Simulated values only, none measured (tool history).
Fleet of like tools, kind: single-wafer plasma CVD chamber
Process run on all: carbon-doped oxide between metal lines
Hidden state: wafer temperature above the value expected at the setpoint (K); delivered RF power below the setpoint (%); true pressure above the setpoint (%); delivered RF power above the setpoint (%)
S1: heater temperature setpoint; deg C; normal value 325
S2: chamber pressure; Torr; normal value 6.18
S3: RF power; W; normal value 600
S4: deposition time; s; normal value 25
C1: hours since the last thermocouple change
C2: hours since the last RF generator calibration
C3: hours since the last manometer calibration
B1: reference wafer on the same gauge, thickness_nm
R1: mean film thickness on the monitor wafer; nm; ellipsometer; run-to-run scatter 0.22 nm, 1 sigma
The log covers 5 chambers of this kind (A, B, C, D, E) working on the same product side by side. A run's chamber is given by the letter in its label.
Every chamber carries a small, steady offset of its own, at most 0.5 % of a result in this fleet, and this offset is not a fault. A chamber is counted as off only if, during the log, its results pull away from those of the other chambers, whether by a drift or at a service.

Run 1C, hour 2.9: usual settings; C1 369.1; C2 86.6; C3 848.8; B1 152. Result: R1 159.09 nm.
Run 2B, hour 5.7: usual settings; C1 703; C2 616.1; C3 1203.1; B1 151.95. Result: R1 159.82 nm.
Run 3D, hour 8.1: usual settings; C1 1793.7; C2 1874.4; C3 1499.6; B1 151.95. Result: R1 158.72 nm.
Run 4A, hour 10.4: usual settings; C1 554.6; C2 49; C3 2012.9; B1 151.95. Result: R1 159.67 nm.
Run 5E, hour 14.6: usual settings; C1 1196.3; C2 440.9; C3 649.1; B1 151.98. Result: R1 159.46 nm.
Run 6D, hour 18.5: usual settings but S2 7.12 Torr, S3 505 W; C1 1804.1; C2 1884.8; C3 1510; B1 151.89. Result: R1 144.79 nm.
Run 7C, hour 22.9: usual settings but S2 7.12 Torr, S3 505 W; C1 389.1; C2 106.6; C3 868.8; B1 151.81. Result: R1 144.81 nm.
At hour 26.7: chamber D: RF generator calibrated.
Run 8A, hour 26.9: usual settings but S2 7.12 Torr, S3 505 W; C1 571.1; C2 65.5; C3 2029.4; B1 151.79. Result: R1 145.16 nm.
Run 9E, hour 30.9: usual settings but S2 7.12 Torr, S3 505 W; C1 1212.6; C2 457.2; C3 665.4; B1 151.79. Result: R1 144.9 nm.
Run 10B, hour 33: usual settings but S2 7.12 Torr, S3 505 W; C1 730.3; C2 643.4; C3 1230.4; B1 151.82. Result: R1 145.32 nm.
At hour 35.4: chamber D: thermocouple changed; heater temperature recalibrated.
Run 11A, hour 35.7: usual settings; C1 579.9; C2 74.3; C3 2038.2; B1 151.85. Result: R1 159.48 nm.
Run 12B, hour 38.8: usual settings; C1 736.1; C2 649.2; C3 1236.2; B1 151.74. Result: R1 159.54 nm.
At hour 41.6: chamber E: thermocouple changed; heater temperature recalibrated.
Run 13C, hour 42.1: usual settings; C1 408.3; C2 125.8; C3 888; B1 151.75. Result: R1 158.88 nm.
Run 14E, hour 45.1: usual settings but S4 21 s; C1 3.6; C2 471.4; C3 679.6; B1 151.72. Result: R1 133.97 nm.
Run 15D, hour 48.1: usual settings but S4 21 s; C1 12.8; C2 21.5; C3 1539.6; B1 151.67. Result: R1 133.99 nm.
Run 16C, hour 51.6: usual settings but S4 21 s; C1 417.8; C2 135.3; C3 897.5; B1 151.58. Result: R1 134.11 nm.
Run 17D, hour 53.7: usual settings but S4 21 s; C1 18.4; C2 27.1; C3 1545.2; B1 151.61. Result: R1 133.66 nm.
Run 18A, hour 56.9: usual settings but S4 21 s; C1 601.1; C2 95.5; C3 2059.4; B1 151.54. Result: R1 134.25 nm.
Run 19E, hour 59.6: usual settings; C1 18.1; C2 485.9; C3 694.1; B1 151.64. Result: R1 159.15 nm.
Run 20B, hour 63.9: usual settings; C1 761.2; C2 674.3; C3 1261.3; B1 151.61. Result: R1 159.47 nm.
Run 21D, hour 66.4: usual settings; C1 31.1; C2 39.8; C3 1557.9; B1 151.54. Result: R1 159.02 nm.
Run 22A, hour 70.4: usual settings; C1 614.6; C2 109; C3 2072.9; B1 151.57. Result: R1 159.08 nm.
Run 23E, hour 73.6: usual settings; C1 32.1; C2 499.9; C3 708.1; B1 151.47. Result: R1 158.93 nm.
Run 24B, hour 75.7: usual settings; C1 773; C2 686.1; C3 1273.1; B1 151.55. Result: R1 159.09 nm.
Run 25C, hour 80.2: usual settings but S4 26.8 s; C1 446.4; C2 163.9; C3 926.1; B1 151.5. Result: R1 170.56 nm.
Run 26E, hour 83.2: usual settings but S4 26.8 s; C1 41.7; C2 509.5; C3 717.7; B1 151.48. Result: R1 170.19 nm.
Run 27D, hour 85.7: usual settings but S4 26.8 s; C1 50.4; C2 59.1; C3 1577.2; B1 151.46. Result: R1 170.08 nm.
Run 28C, hour 89.3: usual settings but S4 26.8 s; C1 455.5; C2 173; C3 935.2; B1 151.44. Result: R1 170.11 nm.
Run 29A, hour 93.3: usual settings but S4 26.8 s; C1 637.5; C2 131.9; C3 2095.8; B1 151.37. Result: R1 170.41 nm.
Run 30B, hour 96.4: usual settings but S2 4.79 Torr; C1 793.7; C2 706.8; C3 1293.8; B1 151.36. Result: R1 154.29 nm.
Run 31D, hour 98.9: usual settings but S2 4.79 Torr; C1 63.6; C2 72.3; C3 1590.4; B1 151.34. Result: R1 153.58 nm.
Run 32E, hour 103.3: usual settings but S2 4.79 Torr; C1 61.8; C2 529.6; C3 737.8; B1 151.36. Result: R1 153.7 nm.
Run 33A, hour 106.8: usual settings but S2 4.79 Torr; C1 651; C2 145.4; C3 2109.3; B1 151.33. Result: R1 154.13 nm.
Run 34B, hour 111: usual settings but S2 4.79 Torr; C1 808.3; C2 721.4; C3 1308.4; B1 151.29. Result: R1 154.25 nm.
Run 35C, hour 113.9: usual settings but S1 338 deg C, S4 27.6 s; C1 480.1; C2 197.6; C3 959.8; B1 151.28. Result: R1 167.51 nm.
Run 36B, hour 117.2: usual settings but S1 338 deg C, S4 27.6 s; C1 814.5; C2 727.6; C3 1314.6; B1 151.25. Result: R1 167.94 nm.
Run 37D, hour 121.6: usual settings but S1 338 deg C, S4 27.6 s; C1 86.3; C2 95; C3 1613.1; B1 151.21. Result: R1 166.85 nm.
Run 38A, hour 125.1: usual settings but S1 338 deg C, S4 27.6 s; C1 669.3; C2 163.7; C3 2127.6; B1 151.22. Result: R1 167.16 nm.
Run 39E, hour 129.6: usual settings but S1 338 deg C, S4 27.6 s; C1 88.1; C2 555.9; C3 764.1; B1 151.15. Result: R1 167.37 nm.

All chambers now run identical settings, listed one chamber a line with results as question marks. What results will each chamber show?
Run 40A, hour 132.9: usual settings but S2 6.99 Torr. Result: R1 ?.
Run 40B, hour 132.9: usual settings but S2 6.99 Torr. Result: R1 ?.
Run 40C, hour 132.9: usual settings but S2 6.99 Torr. Result: R1 ?.
Run 40D, hour 132.9: usual settings but S2 6.99 Torr. Result: R1 ?.
Run 40E, hour 132.9: usual settings but S2 6.99 Torr. Result: R1 ?.

run      R1
40A  160.13
40B  160.45
40C  160.23
40D  160.02
40E  160.07

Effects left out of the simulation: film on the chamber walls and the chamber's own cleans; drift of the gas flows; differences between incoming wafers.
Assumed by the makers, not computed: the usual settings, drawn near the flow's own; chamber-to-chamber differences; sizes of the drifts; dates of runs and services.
